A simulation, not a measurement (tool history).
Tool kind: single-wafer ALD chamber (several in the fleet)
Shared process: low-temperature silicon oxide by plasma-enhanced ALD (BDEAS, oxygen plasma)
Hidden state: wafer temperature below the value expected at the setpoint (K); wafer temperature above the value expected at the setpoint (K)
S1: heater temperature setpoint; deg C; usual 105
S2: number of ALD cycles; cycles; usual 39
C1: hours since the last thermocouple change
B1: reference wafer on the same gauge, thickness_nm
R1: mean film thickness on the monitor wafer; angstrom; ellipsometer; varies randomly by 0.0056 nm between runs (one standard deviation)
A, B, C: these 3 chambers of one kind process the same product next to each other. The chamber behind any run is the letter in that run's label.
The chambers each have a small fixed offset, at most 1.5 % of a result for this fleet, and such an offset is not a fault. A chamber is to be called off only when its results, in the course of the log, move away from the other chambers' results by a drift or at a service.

{"run": "1C", "hour": 13.3, "S1": 105, "S2": 39, "C1": 671.3, "B1": 6.1489, "R1": 55.43}
{"run": "2A", "hour": 24.8, "S1": 105, "S2": 39, "C1": 1004.0, "B1": 6.148, "R1": 55.556}
{"run": "3B", "hour": 37.6, "S1": 105, "S2": 39, "C1": 2552.2, "B1": 6.1457, "R1": 54.601}
{"run": "4A", "hour": 50.4, "S1": 105, "S2": 39, "C1": 1029.6, "B1": 6.1461, "R1": 55.51}
{"run": "5B", "hour": 57.5, "S1": 111, "S2": 45, "C1": 2572.1, "B1": 6.1469, "R1": 62.271}
{"run": "6C", "hour": 66.2, "S1": 111, "S2": 45, "C1": 724.2, "B1": 6.1468, "R1": 63.22}
{"run": "7C", "hour": 76.5, "S1": 111, "S2": 45, "C1": 734.5, "B1": 6.1446, "R1": 63.159}
{"run": "8A", "hour": 89.5, "S1": 105, "S2": 39, "C1": 1068.7, "B1": 6.1427, "R1": 55.385}
{"run": "9B", "hour": 100.2, "S1": 105, "S2": 39, "C1": 2614.8, "B1": 6.1414, "R1": 54.6}
{"run": "10C", "hour": 111.9, "S1": 110, "S2": 34, "C1": 769.9, "B1": 6.1426, "R1": 47.753}
{"run": "11A", "hour": 120.5, "S1": 110, "S2": 34, "C1": 1099.7, "B1": 6.1405, "R1": 47.82}
{"run": "12B", "hour": 127.9, "S1": 110, "S2": 34, "C1": 2642.5, "B1": 6.1391, "R1": 47.068}
{"run": "13A", "hour": 137.9, "S1": 105, "S2": 39, "C1": 1117.1, "B1": 6.1384, "R1": 55.337}
{"run": "14B", "hour": 144.5, "S1": 105, "S2": 39, "C1": 2659.1, "B1": 6.1379, "R1": 54.571}
{"run": "15C", "hour": 152.6, "S1": 111, "S2": 39, "C1": 810.6, "B1": 6.138, "R1": 54.742}
{"run": "16B", "hour": 162.7, "S1": 111, "S2": 39, "C1": 2677.3, "B1": 6.1371, "R1": 53.862}
{"hour": 169.6, "done": "chamber B: thermocouple changed; heater temperature recalibrated"}
{"run": "17C", "hour": 173.7, "S1": 111, "S2": 39, "C1": 831.7, "B1": 6.1363, "R1": 54.772}
{"run": "18A", "hour": 182.9, "S1": 98, "S2": 47, "C1": 1162.1, "B1": 6.1372, "R1": 67.924}
{"hour": 192.0, "done": "chamber C: thermocouple changed; heater temperature recalibrated"}
{"run": "19B", "hour": 192.5, "S1": 98, "S2": 47, "C1": 23.0, "B1": 6.1363, "R1": 66.742}
{"run": "20A", "hour": 203.7, "S1": 98, "S2": 47, "C1": 1182.9, "B1": 6.1328, "R1": 67.731}
{"run": "21C", "hour": 213.8, "S1": 115, "S2": 45, "C1": 21.8, "B1": 6.1347, "R1": 62.435}
{"run": "22B", "hour": 227.7, "S1": 115, "S2": 45, "C1": 58.2, "B1": 6.1313, "R1": 61.85}
{"run": "23C", "hour": 237.4, "S1": 115, "S2": 45, "C1": 45.4, "B1": 6.1322, "R1": 62.576}
{"run": "24A", "hour": 247.6, "S1": 95, "S2": 43, "C1": 1226.8, "B1": 6.1313, "R1": 62.68}
{"run": "25A", "hour": 261.8, "S1": 95, "S2": 43, "C1": 1241.0, "B1": 6.1321, "R1": 62.69}
{"run": "26C", "hour": 270.5, "S1": 95, "S2": 43, "C1": 78.5, "B1": 6.1306, "R1": 62.521}
{"run": "27B", "hour": 276.9, "S1": 105, "S2": 39, "C1": 107.4, "B1": 6.1295, "R1": 54.424}
{"run": "28C", "hour": 283.7, "S1": 105, "S2": 39, "C1": 91.7, "B1": 6.1275, "R1": 55.137}
{"run": "29A", "hour": 293.2, "S1": 105, "S2": 39, "C1": 1272.4, "B1": 6.1285, "R1": 55.286}
{"run": "30B", "hour": 305.1, "S1": 105, "S2": 39, "C1": 135.6, "B1": 6.127, "R1": 54.449}
{"run": "31C", "hour": 315.6, "S1": 105, "S2": 39, "C1": 123.6, "B1": 6.1249, "R1": 55.238}
{"run": "32B", "hour": 326.2, "S1": 105, "S2": 39, "C1": 156.7, "B1": 6.1251, "R1": 54.524}
{"run": "33A", "hour": 333.5, "S1": 105, "S2": 39, "C1": 1312.7, "B1": 6.1246, "R1": 55.197}

What goes on in this fleet: one chamber off, a drifting gauge, or nothing beyond the chambers' own small offsets? Name the chamber and the cause, if any.

The shared gauge is drifting. All chambers look as if they move in step, but none is off.
Likeliest cause: gauge reads low (%) = 0.422.
